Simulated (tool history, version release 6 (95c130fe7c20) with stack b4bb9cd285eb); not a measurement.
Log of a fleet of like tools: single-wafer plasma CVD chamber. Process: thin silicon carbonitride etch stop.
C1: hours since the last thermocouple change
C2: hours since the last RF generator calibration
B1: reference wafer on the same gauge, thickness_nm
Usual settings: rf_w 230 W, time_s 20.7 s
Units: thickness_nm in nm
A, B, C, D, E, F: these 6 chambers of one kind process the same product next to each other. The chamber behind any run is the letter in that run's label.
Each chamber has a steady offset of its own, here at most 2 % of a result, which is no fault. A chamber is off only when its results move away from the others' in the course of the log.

run 1C day=0.458 | rf_w=230 time_s=20.7 | C1=264.1 C2=241.9 | B1=13.695 | thickness_nm=12.312
run 2F day=0.950 | rf_w=230 time_s=20.7 | C1=506.5 C2=555.8 | B1=13.699 | thickness_nm=12.298
run 3A day=1.421 | rf_w=230 time_s=20.7 | C1=836.5 C2=357.0 | B1=13.699 | thickness_nm=12.393
run 4D day=1.746 | rf_w=230 time_s=20.7 | C1=361.3 C2=168.7 | B1=13.708 | thickness_nm=12.286
run 5B day=2.225 | rf_w=230 time_s=20.7 | C1=2502.0 C2=1785.4 | B1=13.696 | thickness_nm=12.499
run 6E day=2.554 | rf_w=230 time_s=20.7 | C1=1750.5 C2=83.8 | B1=13.708 | thickness_nm=12.401
run 7E day=2.829 | rf_w=230 time_s=20.7 | C1=1757.1 C2=90.4 | B1=13.705 | thickness_nm=12.361
run 8B day=3.446 | rf_w=230 time_s=20.7 | C1=2531.3 C2=1814.7 | B1=13.696 | thickness_nm=12.555
run 9C day=3.846 | rf_w=230 time_s=20.7 | C1=345.4 C2=323.2 | B1=13.701 | thickness_nm=12.298
run 10F day=4.346 | rf_w=230 time_s=20.7 | C1=588.0 C2=637.3 | B1=13.700 | thickness_nm=12.335
run 11D day=4.871 | rf_w=230 time_s=20.7 | C1=436.3 C2=243.7 | B1=13.707 | thickness_nm=12.272
run 12A day=5.175 | rf_w=260 time_s=24.1 | C1=926.6 C2=447.1 | B1=13.697 | thickness_nm=14.975
run 13A day=5.596 | rf_w=260 time_s=24.1 | C1=936.7 C2=457.2 | B1=13.693 | thickness_nm=14.838
run 14C day=5.925 | rf_w=260 time_s=24.1 | C1=395.3 C2=373.1 | B1=13.709 | thickness_nm=14.790
run 15D day=6.221 | rf_w=260 time_s=24.1 | C1=468.7 C2=276.1 | B1=13.703 | thickness_nm=14.892
run 16F day=6.762 | rf_w=260 time_s=24.1 | C1=646.0 C2=695.3 | B1=13.710 | thickness_nm=14.775
run 17B day=7.250 | rf_w=260 time_s=24.1 | C1=2622.6 C2=1906.0 | B1=13.694 | thickness_nm=15.081
run 18E day=7.721 | rf_w=255 time_s=23.5 | C1=1874.5 C2=207.8 | B1=13.707 | thickness_nm=14.612
run 19F day=8.017 | rf_w=255 time_s=23.5 | C1=676.1 C2=725.4 | B1=13.713 | thickness_nm=14.391
run 20D day=8.325 | rf_w=255 time_s=23.5 | C1=519.2 C2=326.6 | B1=13.695 | thickness_nm=14.368
run 21A day=8.958 | rf_w=255 time_s=23.5 | C1=1017.4 C2=537.9 | B1=13.702 | thickness_nm=14.415
run 22B day=9.404 | rf_w=255 time_s=23.5 | C1=2674.3 C2=1957.7 | B1=13.702 | thickness_nm=14.647
-- day=9.688 chamber B: thermocouple changed; heater temperature recalibrated
run 23E day=9.942 | rf_w=255 time_s=23.5 | C1=1927.8 C2=261.1 | B1=13.706 | thickness_nm=14.566
-- day=10.338 chamber F: RF generator calibrated
run 24C day=10.571 | rf_w=230 time_s=20.7 | C1=506.8 C2=484.6 | B1=13.709 | thickness_nm=12.323
run 25C day=10.954 | rf_w=230 time_s=20.7 | C1=516.0 C2=493.8 | B1=13.705 | thickness_nm=12.222
run 26F day=11.267 | rf_w=230 time_s=20.7 | C1=754.1 C2=22.4 | B1=13.691 | thickness_nm=12.295
run 27A day=11.867 | rf_w=230 time_s=20.7 | C1=1087.2 C2=607.7 | B1=13.707 | thickness_nm=12.214
run 28E day=12.192 | rf_w=230 time_s=20.7 | C1=1981.8 C2=315.1 | B1=13.700 | thickness_nm=12.449
run 29D day=12.633 | rf_w=230 time_s=20.7 | C1=622.6 C2=430.0 | B1=13.713 | thickness_nm=12.278
-- day=12.979 chamber A: thermocouple changed; heater temperature recalibrated
run 30B day=13.012 | rf_w=230 time_s=20.7 | C1=79.9 C2=2044.3 | B1=13.689 | thickness_nm=12.499
run 31D day=13.592 | rf_w=230 time_s=20.7 | C1=645.6 C2=453.0 | B1=13.697 | thickness_nm=12.271
run 32B day=14.033 | rf_w=230 time_s=20.7 | C1=104.4 C2=2068.8 | B1=13.694 | thickness_nm=12.452
run 33A day=14.421 | rf_w=230 time_s=20.7 | C1=34.7 C2=669.0 | B1=13.684 | thickness_nm=12.170
run 34F day=14.700 | rf_w=230 time_s=20.7 | C1=836.5 C2=104.8 | B1=13.698 | thickness_nm=12.375
run 35E day=15.046 | rf_w=195 time_s=19.0 | C1=2050.3 C2=383.6 | B1=13.697 | thickness_nm=10.836
run 36C day=15.471 | rf_w=195 time_s=19.0 | C1=624.4 C2=602.2 | B1=13.682 | thickness_nm=10.768
run 37C day=15.825 | rf_w=195 time_s=19.0 | C1=632.9 C2=610.7 | B1=13.711 | thickness_nm=10.789
run 38E day=16.217 | rf_w=195 time_s=19.0 | C1=2078.4 C2=411.7 | B1=13.697 | thickness_nm=10.853

Has any chamber moved away from the others, gradually or after a service, or does the common gauge drift, or do the chambers differ only by their own small steady offsets? State the chamber and the most likely cause if one applies.

Chamber A drifts away from the others.
Cause: delivered RF power below the setpoint (%) = 6.15.

Below are 4 candidate recipes for chamber A's next run, each the usual settings with a change, their results shown as question marks. Which of them brings A's results back in line with what the other chambers give on the usual settings?
In-line tolerance around the mean of the other chambers on the usual settings: thickness_nm 0.140 nm
run 39A-1 day=16.671 | rf_w=260 time_s=20.7 | thickness_nm=?
run 39A-2 day=16.671 | rf_w=230 time_s=20.0 | thickness_nm=?
run 39A-3 day=16.671 | rf_w=230 time_s=21.0 | thickness_nm=?
run 39A-4 day=16.671 | rf_w=230 time_s=20.4 | thickness_nm=?

Other chambers, usual settings, mean: thickness_nm 12.355 nm
run=39A-1 thickness_nm=12.604
run=39A-2 thickness_nm=11.749
run=39A-3 thickness_nm=12.337
run=39A-4 thickness_nm=11.984
Change 39A-3 lands the chamber within the allowed miss of the other chambers.

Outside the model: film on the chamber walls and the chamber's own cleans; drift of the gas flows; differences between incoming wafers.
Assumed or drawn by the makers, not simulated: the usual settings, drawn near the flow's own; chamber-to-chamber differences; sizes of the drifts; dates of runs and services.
